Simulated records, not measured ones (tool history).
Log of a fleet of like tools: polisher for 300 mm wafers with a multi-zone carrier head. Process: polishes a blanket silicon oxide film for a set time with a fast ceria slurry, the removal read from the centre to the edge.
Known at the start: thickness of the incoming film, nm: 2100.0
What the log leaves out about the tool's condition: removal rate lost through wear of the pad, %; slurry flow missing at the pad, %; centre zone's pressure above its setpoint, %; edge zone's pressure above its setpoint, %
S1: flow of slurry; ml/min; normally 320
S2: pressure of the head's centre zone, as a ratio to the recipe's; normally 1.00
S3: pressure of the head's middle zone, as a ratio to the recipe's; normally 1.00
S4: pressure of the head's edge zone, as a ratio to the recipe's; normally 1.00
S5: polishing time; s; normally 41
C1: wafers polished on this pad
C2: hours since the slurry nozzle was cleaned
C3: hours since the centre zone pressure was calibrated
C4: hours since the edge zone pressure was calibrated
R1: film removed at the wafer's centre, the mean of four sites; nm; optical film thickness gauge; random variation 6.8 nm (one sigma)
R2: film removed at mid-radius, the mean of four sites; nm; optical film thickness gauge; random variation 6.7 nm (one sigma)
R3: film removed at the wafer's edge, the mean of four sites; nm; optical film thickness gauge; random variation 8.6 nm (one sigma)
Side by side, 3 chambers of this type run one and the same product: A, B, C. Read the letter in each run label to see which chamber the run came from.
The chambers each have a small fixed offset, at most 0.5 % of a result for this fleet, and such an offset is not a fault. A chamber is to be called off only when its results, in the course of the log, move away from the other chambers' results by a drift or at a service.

run,hour,S1,S2,S3,S4,S5,C1,C2,C3,C4,R1,R2,R3
1C,7.1,320,1.00,1.00,1.00,41,570,67.6,145.8,456.2,706.14,715.33,709.25
2B,12.7,320,1.00,1.00,1.00,41,1429,270.2,366.8,49.0,718.94,714.27,707.03
3A,22.3,320,1.00,1.00,1.00,41,1213,274.4,745.5,972.4,717.02,705.06,711.57
# hour 27.9: chamber B: worn pad replaced by a new one
# hour 28.1: chamber A: edge zone pressure recalibrated
4B,32.1,320,1.00,1.00,1.00,41,55,289.6,386.2,68.4,712.12,707.71,717.88
5A,38.3,320,1.00,1.00,1.00,41,1425,290.4,761.5,10.3,710.78,715.24,707.92
6C,45.8,320,1.00,1.00,1.00,41,1083,106.3,184.5,494.9,706.39,711.77,706.27
7A,53.6,320,1.00,1.00,1.00,41,1628,305.7,776.8,25.6,713.08,722.57,719.94
# hour 62.1: chamber C: worn pad replaced by a new one
8B,62.8,320,1.00,1.00,1.00,41,463,320.3,416.9,99.1,705.61,711.55,714.01
9C,68.9,320,1.00,1.00,1.00,41,91,129.4,207.6,518.0,710.03,718.96,691.55
10C,77.6,320,1.00,1.00,1.00,41,206,138.1,216.3,526.7,712.24,714.70,707.67
11A,86.0,320,1.00,1.00,1.00,41,2058,338.1,809.2,58.0,696.99,693.14,698.92
12B,95.8,320,1.00,1.00,1.00,41,901,353.3,449.9,132.1,712.12,711.36,713.31
13C,105.1,320,1.00,1.00,1.00,41,571,165.6,243.8,554.2,725.07,712.79,697.77
14A,109.9,320,1.09,1.00,1.00,41,2375,362.0,833.1,81.9,756.58,690.03,700.52
15B,115.0,320,1.09,1.00,1.00,41,1156,372.5,469.1,151.3,784.52,707.97,723.33
16C,122.7,320,1.09,1.00,1.00,41,805,183.2,261.4,571.8,794.26,709.75,690.53
17B,131.8,320,1.00,1.00,1.00,41,1379,389.3,485.9,168.1,711.29,724.13,706.77
# hour 140.4: chamber B: worn pad replaced by a new one
18A,141.1,320,1.00,1.00,1.00,41,2789,393.2,864.3,113.1,693.47,691.68,682.54
19C,147.1,320,1.00,1.00,1.00,41,1129,207.6,285.8,596.2,710.53,716.65,709.67
20B,151.9,320,1.00,1.00,1.00,41,152,409.4,506.0,188.2,708.14,713.85,706.52
# hour 156.9: chamber C: worn pad replaced by a new one
21A,157.7,270,1.00,1.00,1.11,41,3010,409.8,880.9,129.7,668.07,670.87,717.37
22A,166.3,270,1.00,1.00,1.11,41,3124,418.4,889.5,138.3,664.52,676.21,693.08
23C,172.9,270,1.00,1.00,1.11,41,213,233.4,311.6,622.0,699.99,718.37,742.84
24B,181.5,320,1.00,1.00,1.00,41,545,439.0,535.6,217.8,713.69,719.55,722.95
# hour 183.5: chamber A: centre zone pressure recalibrated
25A,186.6,320,1.00,1.00,1.00,41,3393,438.7,3.1,158.6,667.90,680.11,680.46
26B,192.7,320,1.00,1.00,1.00,41,694,450.2,546.8,229.0,707.25,726.43,722.62
27C,201.1,320,1.00,1.00,1.00,41,587,261.6,339.8,650.2,714.81,717.11,713.86
28A,208.3,320,1.00,1.00,1.00,41,3681,460.4,24.8,180.3,679.08,668.45,678.58
29B,216.6,320,1.00,1.00,1.00,41,1011,474.1,570.7,252.9,706.79,720.80,719.76
30C,225.6,320,1.00,1.00,1.00,41,912,286.1,364.3,674.7,712.72,713.97,697.91
31B,234.1,420,1.00,1.00,1.00,41,1243,491.6,588.2,270.4,727.50,730.37,720.67
32C,242.1,420,1.00,1.00,1.00,41,1131,302.6,380.8,691.2,723.04,719.18,726.84
# hour 243.0: chamber A: slurry nozzle cleaned
33A,249.5,420,1.00,1.00,1.00,41,4228,6.6,66.0,221.5,676.41,680.08,673.62
34C,254.4,320,1.00,1.00,1.00,41,1294,314.9,393.1,703.5,700.82,710.09,711.98
# hour 256.0: chamber B: worn pad replaced by a new one
35A,262.5,320,1.00,1.00,1.00,41,4401,19.6,79.0,234.5,661.63,657.48,663.31
# hour 263.2: chamber C: worn pad replaced by a new one
36B,268.0,320,1.00,1.00,1.00,41,160,525.5,622.1,304.3,704.47,711.57,712.40
37B,278.6,320,1.00,1.00,1.00,41,301,536.1,632.7,314.9,710.46,714.97,720.08
38C,289.2,355,1.00,0.94,1.00,41,345,349.7,427.9,738.3,732.85,681.91,732.93
39A,295.4,355,1.00,0.94,1.00,41,4837,52.5,111.9,267.4,650.19,611.90,656.17
40B,301.0,355,1.00,0.94,1.00,41,598,558.5,655.1,337.3,711.21,676.36,726.17

Has any chamber moved away from the others, gradually or after a service, or does the common gauge drift, or do the chambers differ only by their own small steady offsets? State the chamber and the most likely cause if one applies.

One chamber, A, drifts off from the rest bit by bit.
Most likely cause: removal rate lost through wear of the pad, % = 9.65.

Chamber A could run next with any of the 4 candidate recipes listed below; each alters the usual settings, and their results appear as question marks. Which one brings its results back in line with what the other chambers deliver on the usual settings?
Maximum distance from the other chambers' mean on the usual settings for a result to count as in line: R1 24.00 nm; R2 24.00 nm; R3 30.00 nm
41A-1,308.8,320,1.00,1.00,1.00,39,,,,,?,?,?
41A-2,308.8,325,1.01,1.01,1.00,45,,,,,?,?,?
41A-3,308.8,315,1.00,0.99,1.00,37,,,,,?,?,?
41A-4,308.8,320,1.00,1.00,1.00,43,,,,,?,?,?

Average result of the remaining chambers running the usual settings: R1 713.57 nm; R2 714.38 nm; R3 712.19 nm
run,R1,R2,R3
41A-1,618.14,616.03,615.86
41A-2,722.13,718.27,711.25
41A-3,585.47,578.27,583.73
41A-4,681.54,679.21,679.03
Change 41A-2 lands the chamber within the allowed miss of the other chambers.
